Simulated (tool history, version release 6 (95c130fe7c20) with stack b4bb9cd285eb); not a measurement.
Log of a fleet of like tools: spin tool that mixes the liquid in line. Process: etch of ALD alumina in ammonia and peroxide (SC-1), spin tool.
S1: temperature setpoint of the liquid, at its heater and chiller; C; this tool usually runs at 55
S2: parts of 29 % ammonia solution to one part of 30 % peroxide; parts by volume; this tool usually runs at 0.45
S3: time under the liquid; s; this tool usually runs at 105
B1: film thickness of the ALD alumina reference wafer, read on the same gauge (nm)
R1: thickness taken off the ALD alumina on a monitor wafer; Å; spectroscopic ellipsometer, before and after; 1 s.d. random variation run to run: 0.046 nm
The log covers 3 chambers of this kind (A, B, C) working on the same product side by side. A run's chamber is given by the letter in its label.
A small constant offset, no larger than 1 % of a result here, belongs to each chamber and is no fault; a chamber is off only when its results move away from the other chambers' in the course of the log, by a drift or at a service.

| run | hour | S1 | S2 | S3 | B1 | R1 |
|---|---|---|---|---|---|---|
| 1B | 7.6 | 55 | 0.45 | 105 | 109.97 | 65.574 |
| 2C | 18.1 | 55 | 0.45 | 105 | 110.00 | 66.578 |
| 3A | 27.7 | 55 | 0.45 | 105 | 109.99 | 66.097 |
| 4C | 35.0 | 55 | 0.45 | 105 | 109.99 | 65.789 |
| 5A | 40.6 | 55 | 0.45 | 105 | 109.99 | 65.510 |
| 6B | 49.8 | 55 | 0.45 | 105 | 110.00 | 67.073 |
| 7A | 58.1 | 55 | 0.45 | 105 | 110.01 | 66.848 |
| 8C | 66.4 | 55 | 0.45 | 105 | 110.01 | 66.744 |
| 9B | 72.8 | 55 | 0.45 | 105 | 110.02 | 65.562 |
| 10B | 79.2 | 55 | 0.45 | 105 | 109.97 | 65.594 |
| 11A | 90.1 | 55 | 0.45 | 105 | 109.98 | 66.253 |
| 12C | 96.1 | 55 | 0.45 | 105 | 110.00 | 66.725 |
|  | 105.2 | chamber B: new drum of ammonia solution connected |
| 13B | 106.2 | 55 | 0.45 | 105 | 110.01 | 66.012 |
| 14A | 117.0 | 55 | 0.45 | 105 | 110.01 | 65.709 |
| 15C | 122.2 | 55 | 0.45 | 105 | 110.00 | 66.741 |
| 16B | 132.4 | 55 | 0.45 | 105 | 110.01 | 66.241 |
| 17C | 141.1 | 55 | 0.45 | 105 | 109.99 | 66.631 |
| 18A | 147.5 | 55 | 0.45 | 105 | 109.98 | 64.469 |
| 19B | 157.3 | 55 | 0.45 | 105 | 109.99 | 65.932 |
| 20A | 162.5 | 55 | 0.45 | 105 | 110.02 | 63.886 |
| 21C | 170.6 | 55 | 0.45 | 105 | 110.02 | 66.856 |
| 22C | 180.1 | 55 | 0.45 | 105 | 110.00 | 66.680 |
| 23B | 188.5 | 55 | 0.45 | 105 | 110.01 | 65.913 |
| 24A | 195.0 | 55 | 0.45 | 105 | 110.00 | 63.666 |
| 25C | 203.6 | 55 | 0.45 | 105 | 110.02 | 65.485 |
| 26A | 210.5 | 55 | 0.35 | 105 | 109.99 | 62.040 |
| 27B | 218.6 | 55 | 0.35 | 105 | 110.01 | 64.567 |
| 28C | 224.0 | 55 | 0.35 | 105 | 110.01 | 64.290 |
| 29B | 233.6 | 55 | 0.45 | 105 | 110.01 | 65.776 |
| 30A | 243.7 | 55 | 0.45 | 105 | 109.99 | 62.431 |
| 31A | 251.2 | 55 | 0.45 | 105 | 109.98 | 62.797 |
| 32B | 258.9 | 55 | 0.45 | 105 | 109.99 | 66.871 |

Is one chamber off against the others, does the gauge drift, or is nothing wrong? If a chamber is off, say which, and what the likeliest cause is.

Little by little, chamber A moves away from the other chambers.
Cause: liquid colder than its thermometer reads (K) = 1.29.
Not necessarily distinguishable in this log from: temperature lost on the way to the wafer (K).

Below are 4 candidate recipes for chamber A's next run, each the usual settings with a change, their results shown as question marks. Which of them brings A's results back in line with what the other chambers give on the usual settings?
Allowed miss from the other chambers' usual-settings mean, per result, to count as in line: R1 1.600 Å
| 33A-1 | 266.8 | 55.0 | 0.35 | 105 |  | ? |
| 33A-2 | 266.8 | 55.5 | 0.45 | 110 |  | ? |
| 33A-3 | 266.8 | 54.5 | 0.45 | 100 |  | ? |
| 33A-4 | 266.8 | 55.5 | 0.45 | 105 |  | ? |

On the usual settings, the other chambers give on average: R1 66.149 Å
| run | R1 |
|---|---|
| 33A-1 | 60.296 |
| 33A-2 | 66.458 |
| 33A-3 | 57.262 |
| 33A-4 | 63.437 |
33A-2 is the one that brings the chamber's results back in line with the other chambers.

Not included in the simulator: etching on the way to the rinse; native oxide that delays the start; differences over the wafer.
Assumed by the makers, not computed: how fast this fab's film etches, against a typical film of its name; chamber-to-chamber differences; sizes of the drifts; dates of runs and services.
